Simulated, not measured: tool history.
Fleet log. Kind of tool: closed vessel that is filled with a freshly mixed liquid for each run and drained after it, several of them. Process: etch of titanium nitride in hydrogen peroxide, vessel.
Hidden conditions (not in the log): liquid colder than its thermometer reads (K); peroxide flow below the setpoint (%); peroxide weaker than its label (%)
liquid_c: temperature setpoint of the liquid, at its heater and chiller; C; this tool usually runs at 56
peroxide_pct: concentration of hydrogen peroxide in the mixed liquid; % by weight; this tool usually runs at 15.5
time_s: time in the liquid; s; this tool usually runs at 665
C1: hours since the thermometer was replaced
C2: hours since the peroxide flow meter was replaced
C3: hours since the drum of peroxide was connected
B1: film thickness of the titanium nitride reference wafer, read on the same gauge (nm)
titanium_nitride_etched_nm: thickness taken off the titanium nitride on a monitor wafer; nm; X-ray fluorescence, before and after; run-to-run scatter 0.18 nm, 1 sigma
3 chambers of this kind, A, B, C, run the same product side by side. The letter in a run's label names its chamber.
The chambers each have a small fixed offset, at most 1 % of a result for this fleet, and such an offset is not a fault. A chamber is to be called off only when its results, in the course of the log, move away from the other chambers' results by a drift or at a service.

Run 1A, hour 12: usual settings; C1 1153.4; C2 1385.8; C3 1067.7; B1 109.99. Result: titanium_nitride_etched_nm 32.97 nm.
Run 2B, hour 21.9: usual settings; C1 698.2; C2 2202.1; C3 739.2; B1 110.01. Result: titanium_nitride_etched_nm 33.467 nm.
Run 3C, hour 30.9: usual settings; C1 437.1; C2 1167.4; C3 270.9; B1 110.02. Result: titanium_nitride_etched_nm 33.821 nm.
Run 4C, hour 40.2: usual settings; C1 446.4; C2 1176.7; C3 280.2; B1 110. Result: titanium_nitride_etched_nm 33.797 nm.
Run 5A, hour 50.4: usual settings but liquid_c 46.5 C; C1 1191.8; C2 1424.2; C3 1106.1; B1 109.97. Result: titanium_nitride_etched_nm 16.979 nm.
Run 6B, hour 59.5: usual settings but liquid_c 46.5 C; C1 735.8; C2 2239.7; C3 776.8; B1 110.03. Result: titanium_nitride_etched_nm 17.142 nm.
Run 7A, hour 67.5: usual settings but liquid_c 46.5 C; C1 1208.9; C2 1441.3; C3 1123.2; B1 109.99. Result: titanium_nitride_etched_nm 16.879 nm.
At hour 73.1: chamber A: peroxide flow meter replaced.
Run 8B, hour 75.9: usual settings; C1 752.2; C2 2256.1; C3 793.2; B1 110.05. Result: titanium_nitride_etched_nm 33.729 nm.
Run 9C, hour 84.8: usual settings; C1 491; C2 1221.3; C3 324.8; B1 110.01. Result: titanium_nitride_etched_nm 33.563 nm.
Run 10A, hour 90.9: usual settings; C1 1232.3; C2 17.8; C3 1146.6; B1 110.01. Result: titanium_nitride_etched_nm 33.348 nm.
Run 11C, hour 102.8: usual settings; C1 509; C2 1239.3; C3 342.8; B1 110.01. Result: titanium_nitride_etched_nm 33.457 nm.
Run 12B, hour 116.5: usual settings; C1 792.8; C2 2296.7; C3 833.8; B1 110. Result: titanium_nitride_etched_nm 33.579 nm.
Run 13B, hour 127.6: usual settings but liquid_c 49.5 C, peroxide_pct 20 % by weight; C1 803.9; C2 2307.8; C3 844.9; B1 109.94. Result: titanium_nitride_etched_nm 22.189 nm.
Run 14C, hour 138.8: usual settings but liquid_c 49.5 C, peroxide_pct 20 % by weight; C1 545; C2 1275.3; C3 378.8; B1 110.03. Result: titanium_nitride_etched_nm 22.54 nm.
Run 15A, hour 151.4: usual settings but liquid_c 49.5 C, peroxide_pct 20 % by weight; C1 1292.8; C2 78.3; C3 1207.1; B1 109.98. Result: titanium_nitride_etched_nm 22.207 nm.
At hour 152.4: chamber C: new drum of peroxide connected.
Run 16C, hour 159: usual settings; C1 565.2; C2 1295.5; C3 6.6; B1 109.98. Result: titanium_nitride_etched_nm 33.591 nm.
Run 17B, hour 169.8: usual settings; C1 846.1; C2 2350; C3 887.1; B1 110.02. Result: titanium_nitride_etched_nm 32.614 nm.
Run 18A, hour 177.4: usual settings; C1 1318.8; C2 104.3; C3 1233.1; B1 110.01. Result: titanium_nitride_etched_nm 32.695 nm.
Run 19A, hour 187.7: usual settings; C1 1329.1; C2 114.6; C3 1243.4; B1 110.01. Result: titanium_nitride_etched_nm 32.968 nm.
Run 20C, hour 194.6: usual settings; C1 600.8; C2 1331.1; C3 42.2; B1 110.02. Result: titanium_nitride_etched_nm 33.705 nm.
Run 21B, hour 200.7: usual settings; C1 877; C2 2380.9; C3 918; B1 110.03. Result: titanium_nitride_etched_nm 32.485 nm.
Run 22A, hour 211.1: usual settings; C1 1352.5; C2 138; C3 1266.8; B1 109.97. Result: titanium_nitride_etched_nm 33.243 nm.
At hour 212.1: chamber B: new drum of peroxide connected.
Run 23C, hour 222.6: usual settings; C1 628.8; C2 1359.1; C3 70.2; B1 109.98. Result: titanium_nitride_etched_nm 33.563 nm.
Run 24B, hour 234.4: usual settings; C1 910.7; C2 2414.6; C3 22.3; B1 109.99. Result: titanium_nitride_etched_nm 32.102 nm.
Run 25A, hour 243.6: usual settings; C1 1385; C2 170.5; C3 1299.3; B1 109.99. Result: titanium_nitride_etched_nm 33.031 nm.
Run 26B, hour 256.3: usual settings; C1 932.6; C2 2436.5; C3 44.2; B1 110.04. Result: titanium_nitride_etched_nm 31.938 nm.
Run 27C, hour 269.2: usual settings; C1 675.4; C2 1405.7; C3 116.8; B1 110. Result: titanium_nitride_etched_nm 33.501 nm.
Run 28B, hour 282: usual settings; C1 958.3; C2 2462.2; C3 69.9; B1 109.98. Result: titanium_nitride_etched_nm 31.37 nm.

Decide between three cases: one chamber stands off from its peers, the gauge reading all wafers drifts, or nothing is wrong past each chamber's small offset. Where a chamber is off, say which and what most likely put it there.

Chamber B drifts away from the others.
What lies behind it: liquid colder than its thermometer reads (K) = 0.93.

Which of the 4 candidates below, each the usual settings with something changed and its results left as question marks, puts chamber B back in line with what the other chambers give on the usual settings?
In line here means within this much of the mean the other chambers give on the usual settings: titanium_nitride_etched_nm 0.64 nm
Run 29B-1, hour 291.8: usual settings but time_s 655 s. Result: titanium_nitride_etched_nm ?.
Run 29B-2, hour 291.8: usual settings but liquid_c 55.5 C, time_s 650 s. Result: titanium_nitride_etched_nm ?.
Run 29B-3, hour 291.8: usual settings but time_s 680 s. Result: titanium_nitride_etched_nm ?.
Run 29B-4, hour 291.8: usual settings but liquid_c 56.5 C, time_s 680 s. Result: titanium_nitride_etched_nm ?.

Mean of the other chambers on the usual settings: titanium_nitride_etched_nm 33.269 nm
  run  titanium_nitride_etched_nm
29B-1                      31.017
29B-2                      29.719
29B-3                      32.201
29B-4                      33.323
With 29B-4, the chamber falls back in line with the rest.

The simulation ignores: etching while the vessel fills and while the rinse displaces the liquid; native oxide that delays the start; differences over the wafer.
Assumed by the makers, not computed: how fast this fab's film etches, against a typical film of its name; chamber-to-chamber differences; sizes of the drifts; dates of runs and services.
